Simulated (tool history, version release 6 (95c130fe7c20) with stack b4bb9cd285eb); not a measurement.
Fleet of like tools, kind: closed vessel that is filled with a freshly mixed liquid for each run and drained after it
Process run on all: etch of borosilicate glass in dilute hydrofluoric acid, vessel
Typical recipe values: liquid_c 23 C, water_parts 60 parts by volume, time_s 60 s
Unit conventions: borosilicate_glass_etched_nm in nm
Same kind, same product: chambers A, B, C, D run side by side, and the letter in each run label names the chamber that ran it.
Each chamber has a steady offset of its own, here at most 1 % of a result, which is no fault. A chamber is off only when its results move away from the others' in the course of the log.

run	day	liquid_c	water_parts	time_s	read-back film thickness of the borosilicate glass reference wafer, read on the same gauge (nm)	borosilicate_glass_etched_nm
1B	0.288	23	60	60	89.984	29.272
2D	0.517	23	60	60	89.989	29.276
3C	0.779	23	60	60	89.996	28.842
4A	1.017	23	60	60	89.985	29.444
# day 1.142: chamber D: thermometer replaced
5B	1.504	23	60	60	90.032	28.968
6C	1.829	23	60	60	90.028	28.987
7D	2.1	23	60	60	89.997	29.39
8A	2.333	23	60	60	89.98	29.562
9A	2.671	23	45	35	89.999	23.355
10B	3.175	23	45	35	89.985	23.216
11D	3.625	23	45	35	89.978	23.192
12C	4	23	45	35	90.016	23.136
13A	4.425	23	60	60	89.996	29.523
14B	4.667	23	60	60	89.971	29.404
15C	5.012	23	60	60	90.003	29.083
16D	5.312	23	60	60	89.983	29.397
17C	5.725	23	60	60	89.976	29.008
18A	6.129	23	60	60	90.014	29.467
19D	6.588	23	80	45	90.002	16.001
20B	6.879	23	80	45	89.992	16.19
21C	7.367	23	80	45	89.979	16.094
22D	7.704	23	80	45	89.989	16.191
23B	7.946	23	60	60	90.006	29.164
24A	8.317	23	60	60	89.999	29.403

All chambers now run identical settings, listed one chamber a line with results as question marks. What results will each chamber show?
25A	8.679	23	60	60		?
25B	8.679	23	60	60		?
25C	8.679	23	60	60		?
25D	8.679	23	60	60		?

run	borosilicate_glass_etched_nm
25A	29.31
25B	29.417
25C	29.035
25D	29.26

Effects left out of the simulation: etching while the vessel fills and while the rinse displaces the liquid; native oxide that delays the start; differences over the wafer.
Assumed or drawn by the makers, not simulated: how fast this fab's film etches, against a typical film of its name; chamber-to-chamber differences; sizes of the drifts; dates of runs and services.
